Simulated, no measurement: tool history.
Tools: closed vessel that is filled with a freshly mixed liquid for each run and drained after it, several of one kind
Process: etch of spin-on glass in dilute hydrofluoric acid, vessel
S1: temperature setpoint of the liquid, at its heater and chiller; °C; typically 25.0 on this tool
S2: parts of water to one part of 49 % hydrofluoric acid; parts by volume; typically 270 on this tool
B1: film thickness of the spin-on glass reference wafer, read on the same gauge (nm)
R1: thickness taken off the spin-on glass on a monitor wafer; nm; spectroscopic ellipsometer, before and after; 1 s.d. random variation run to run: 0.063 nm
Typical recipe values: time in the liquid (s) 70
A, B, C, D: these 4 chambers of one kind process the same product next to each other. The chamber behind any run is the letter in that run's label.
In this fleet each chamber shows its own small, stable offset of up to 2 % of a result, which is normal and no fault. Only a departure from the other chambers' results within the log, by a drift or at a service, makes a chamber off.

Run 1B, day 0.129: usual settings; B1 90.007. Result: R1 6.2674 nm.
Run 2A, day 0.246: usual settings; B1 90.015. Result: R1 6.3475 nm.
Run 3C, day 0.379: usual settings; B1 89.978. Result: R1 6.2947 nm.
Run 4D, day 0.500: usual settings; B1 89.989. Result: R1 6.2200 nm.
Run 5C, day 0.612: usual settings; B1 90.000. Result: R1 6.3323 nm.
Run 6D, day 0.779: usual settings; B1 89.992. Result: R1 6.2252 nm.
Run 7B, day 0.900: usual settings; B1 89.989. Result: R1 6.1311 nm.
Run 8A, day 1.004: usual settings; B1 90.018. Result: R1 6.3959 nm.
Run 9B, day 1.150: usual settings; B1 89.981. Result: R1 6.2449 nm.
Run 10A, day 1.271: usual settings; B1 89.999. Result: R1 6.4034 nm.
Run 11C, day 1.396: usual settings but S2 155 parts by volume; B1 90.047. Result: R1 12.5370 nm.
Run 12D, day 1.554: usual settings but S2 155 parts by volume; B1 90.030. Result: R1 12.6110 nm.
Run 13D, day 1.696: usual settings but S2 155 parts by volume; B1 89.983. Result: R1 12.4620 nm.
Run 14B, day 1.883: usual settings but S2 155 parts by volume; B1 89.991. Result: R1 12.4640 nm.
Run 15A, day 2.058: usual settings; B1 90.011. Result: R1 6.4135 nm.
Run 16C, day 2.238: usual settings; B1 90.003. Result: R1 6.2370 nm.
Run 17C, day 2.438: usual settings but S1 28.5 °C, time in the liquid (s) 40; B1 89.998. Result: R1 4.1217 nm.
Run 18D, day 2.554: usual settings but S1 28.5 °C, time in the liquid (s) 40; B1 89.995. Result: R1 4.1508 nm.
At day 2.667: chamber D: thermometer replaced.
Run 19B, day 2.775: usual settings but S1 28.5 °C, time in the liquid (s) 40; B1 89.981. Result: R1 4.0858 nm.
Run 20A, day 2.879: usual settings but S1 28.5 °C, time in the liquid (s) 40; B1 89.997. Result: R1 4.1234 nm.
Run 21C, day 3.071: usual settings but S1 29.0 °C, time in the liquid (s) 85; B1 90.011. Result: R1 8.8657 nm.
Run 22D, day 3.296: usual settings but S1 29.0 °C, time in the liquid (s) 85; B1 90.001. Result: R1 9.0361 nm.
Run 23B, day 3.442: usual settings but S1 29.0 °C, time in the liquid (s) 85; B1 90.015. Result: R1 8.8263 nm.
Run 24A, day 3.604: usual settings but S1 29.0 °C, time in the liquid (s) 85; B1 89.982. Result: R1 8.8430 nm.
Run 25C, day 3.704: usual settings but S1 22.5 °C; B1 89.991. Result: R1 5.7724 nm.
Run 26B, day 3.821: usual settings but S1 22.5 °C; B1 90.032. Result: R1 5.6691 nm.
Run 27D, day 3.938: usual settings but S1 22.5 °C; B1 90.002. Result: R1 5.9253 nm.
Run 28A, day 4.129: usual settings but S1 22.5 °C; B1 90.003. Result: R1 5.8436 nm.
At day 4.188: chamber B: thermometer replaced.
Run 29D, day 4.233: usual settings; B1 89.977. Result: R1 6.5077 nm.
Run 30A, day 4.438: usual settings; B1 89.975. Result: R1 6.3790 nm.
Run 31C, day 4.546: usual settings; B1 89.959. Result: R1 6.3643 nm.
Run 32B, day 4.679: usual settings; B1 90.030. Result: R1 6.2563 nm.

Read the log: is a single chamber off, either drifting away or since a service, is the gauge that measures every chamber drifting, or is nothing wrong beyond small per-chamber offsets? Name any odd chamber and what most likely caused it.

Little by little, chamber D moves away from the other chambers.
What lies behind it: hydrofluoric acid flow above the setpoint (%) = 5.13.

Below are 4 candidate recipes for chamber D's next run, each the usual settings with a change, their results shown as question marks. Which of them brings D's results back in line with what the other chambers give on the usual settings?
To be in line, a result may differ from the other chambers' mean on the usual settings by at most: R1 0.2200 nm
Run 33D-1, day 4.842: usual settings but S2 260 parts by volume. Result: R1 ?.
Run 33D-2, day 4.842: usual settings but S2 280 parts by volume. Result: R1 ?.
Run 33D-3, day 4.842: usual settings but S1 28.0 °C. Result: R1 ?.
Run 33D-4, day 4.842: usual settings but S2 280 parts by volume, time in the liquid (s) 65. Result: R1 ?.

Other chambers, usual settings, mean: R1 6.3284 nm
  run      R1
33D-1  6.9793
33D-2  6.3545
33D-3  7.3950
33D-4  5.9006
The answer is 33D-2, which returns the chamber to within the allowed miss of the others.
